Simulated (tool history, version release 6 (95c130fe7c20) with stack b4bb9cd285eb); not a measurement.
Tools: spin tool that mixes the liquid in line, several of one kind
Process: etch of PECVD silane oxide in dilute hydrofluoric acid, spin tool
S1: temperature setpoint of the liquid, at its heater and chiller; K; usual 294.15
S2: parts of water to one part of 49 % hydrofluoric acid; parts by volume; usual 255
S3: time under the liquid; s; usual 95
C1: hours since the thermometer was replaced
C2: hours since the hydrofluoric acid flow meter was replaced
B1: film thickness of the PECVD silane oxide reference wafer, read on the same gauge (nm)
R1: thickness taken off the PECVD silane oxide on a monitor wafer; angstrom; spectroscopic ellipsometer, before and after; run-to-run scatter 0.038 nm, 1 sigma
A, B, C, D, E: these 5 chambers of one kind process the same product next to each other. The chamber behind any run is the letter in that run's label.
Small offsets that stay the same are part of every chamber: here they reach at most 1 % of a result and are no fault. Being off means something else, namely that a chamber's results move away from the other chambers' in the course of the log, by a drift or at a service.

Run 1C, hour 6.8: usual settings; C1 2112.2; C2 1251.2; B1 29.994. Result: R1 41.631 angstrom.
Run 2B, hour 11.8: usual settings; C1 627.5; C2 845.2; B1 30.004. Result: R1 41.607 angstrom.
Run 3D, hour 16.6: usual settings; C1 97.4; C2 165.3; B1 30.002. Result: R1 41.835 angstrom.
Run 4E, hour 21.1: usual settings; C1 1111.5; C2 914.1; B1 30.001. Result: R1 42.606 angstrom.
Run 5A, hour 29.8: usual settings; C1 177; C2 427.6; B1 29.986. Result: R1 42.738 angstrom.
Run 6A, hour 38.5: usual settings; C1 185.7; C2 436.3; B1 29.995. Result: R1 41.615 angstrom.
Run 7D, hour 45.5: usual settings; C1 126.3; C2 194.2; B1 29.972. Result: R1 41.589 angstrom.
Run 8B, hour 51: usual settings but S2 215 parts by volume; C1 666.7; C2 884.4; B1 30.003. Result: R1 51.248 angstrom.
Run 9C, hour 56.3: usual settings but S2 215 parts by volume; C1 2161.7; C2 1300.7; B1 29.997. Result: R1 51.381 angstrom.
Run 10E, hour 60.5: usual settings but S2 215 parts by volume; C1 1150.9; C2 953.5; B1 30.005. Result: R1 51.341 angstrom.
Run 11B, hour 67.3: usual settings but S2 215 parts by volume; C1 683; C2 900.7; B1 30.003. Result: R1 51.049 angstrom.
Run 12C, hour 76: usual settings but S2 215 parts by volume; C1 2181.4; C2 1320.4; B1 29.985. Result: R1 51.142 angstrom.
Run 13D, hour 82.6: usual settings; C1 163.4; C2 231.3; B1 30.001. Result: R1 41.704 angstrom.
At hour 90.6: chamber B: thermometer replaced.
Run 14E, hour 91.4: usual settings; C1 1181.8; C2 984.4; B1 30.02. Result: R1 41.915 angstrom.
Run 15A, hour 96.2: usual settings; C1 243.4; C2 494; B1 30.011. Result: R1 41.764 angstrom.
Run 16A, hour 102.3: usual settings; C1 249.5; C2 500.1; B1 30.004. Result: R1 42.071 angstrom.
Run 17E, hour 109.8: usual settings but S1 291.15 K, S2 195 parts by volume; C1 1200.2; C2 1002.8; B1 30.012. Result: R1 52.508 angstrom.
Run 18B, hour 117.9: usual settings but S1 291.15 K, S2 195 parts by volume; C1 27.3; C2 951.3; B1 29.996. Result: R1 50.912 angstrom.
At hour 120.2: chamber C: thermometer replaced.
Run 19D, hour 124.6: usual settings but S1 291.15 K, S2 195 parts by volume; C1 205.4; C2 273.3; B1 30.01. Result: R1 51.066 angstrom.
Run 20C, hour 131.6: usual settings but S1 291.15 K, S2 195 parts by volume; C1 11.4; C2 1376; B1 30.006. Result: R1 51.83 angstrom.
Run 21B, hour 138.3: usual settings but S1 291.15 K, S2 195 parts by volume; C1 47.7; C2 971.7; B1 30.015. Result: R1 52.008 angstrom.
Run 22E, hour 145.7: usual settings; C1 1236.1; C2 1038.7; B1 29.995. Result: R1 42.006 angstrom.
Run 23A, hour 151.2: usual settings; C1 298.4; C2 549; B1 30.017. Result: R1 40.626 angstrom.
Run 24D, hour 160.3: usual settings; C1 241.1; C2 309; B1 30.017. Result: R1 42.2 angstrom.
Run 25C, hour 165.1: usual settings; C1 44.9; C2 1409.5; B1 30.014. Result: R1 42.153 angstrom.
Run 26E, hour 169.5: usual settings; C1 1259.9; C2 1062.5; B1 30.002. Result: R1 42.35 angstrom.
Run 27D, hour 175.6: usual settings; C1 256.4; C2 324.3; B1 29.99. Result: R1 41.783 angstrom.
Run 28A, hour 183.4: usual settings; C1 330.6; C2 581.2; B1 29.996. Result: R1 40.345 angstrom.
At hour 185.4: chamber E: hydrofluoric acid flow meter replaced.
Run 29C, hour 188.8: usual settings; C1 68.6; C2 1433.2; B1 29.993. Result: R1 42.467 angstrom.
Run 30B, hour 194.6: usual settings; C1 104; C2 1028; B1 30.009. Result: R1 41.858 angstrom.
Run 31D, hour 199.3: usual settings; C1 280.1; C2 348; B1 29.999. Result: R1 41.94 angstrom.
Run 32E, hour 204.5: usual settings; C1 1294.9; C2 19.1; B1 30.004. Result: R1 42.373 angstrom.
Run 33A, hour 211.8: usual settings but S1 291.65 K, S2 170 parts by volume; C1 359; C2 609.6; B1 30.002. Result: R1 58.281 angstrom.
Run 34B, hour 216.2: usual settings but S1 291.65 K, S2 170 parts by volume; C1 125.6; C2 1049.6; B1 29.996. Result: R1 61.475 angstrom.
Run 35C, hour 223.7: usual settings but S1 291.65 K, S2 170 parts by volume; C1 103.5; C2 1468.1; B1 29.995. Result: R1 61.858 angstrom.
Run 36B, hour 231.8: usual settings but S1 291.65 K, S2 170 parts by volume; C1 141.2; C2 1065.2; B1 29.988. Result: R1 61.663 angstrom.
Run 37A, hour 236.4: usual settings but S1 291.65 K, S2 170 parts by volume; C1 383.6; C2 634.2; B1 29.982. Result: R1 56.735 angstrom.
Run 38E, hour 240.9: usual settings; C1 1331.3; C2 55.5; B1 29.987. Result: R1 41.795 angstrom.
Run 39D, hour 245.4: usual settings but S2 170 parts by volume; C1 326.2; C2 394.1; B1 29.997. Result: R1 69.286 angstrom.

Predict what each chamber gives when all 5 of them run the settings below next.
Run 40A, hour 252: usual settings. Result: R1 ?.
Run 40B, hour 252: usual settings. Result: R1 ?.
Run 40C, hour 252: usual settings. Result: R1 ?.
Run 40D, hour 252: usual settings. Result: R1 ?.
Run 40E, hour 252: usual settings. Result: R1 ?.

run      R1
40A  38.689
40B  41.483
40C  41.557
40D  41.499
40E  42.076

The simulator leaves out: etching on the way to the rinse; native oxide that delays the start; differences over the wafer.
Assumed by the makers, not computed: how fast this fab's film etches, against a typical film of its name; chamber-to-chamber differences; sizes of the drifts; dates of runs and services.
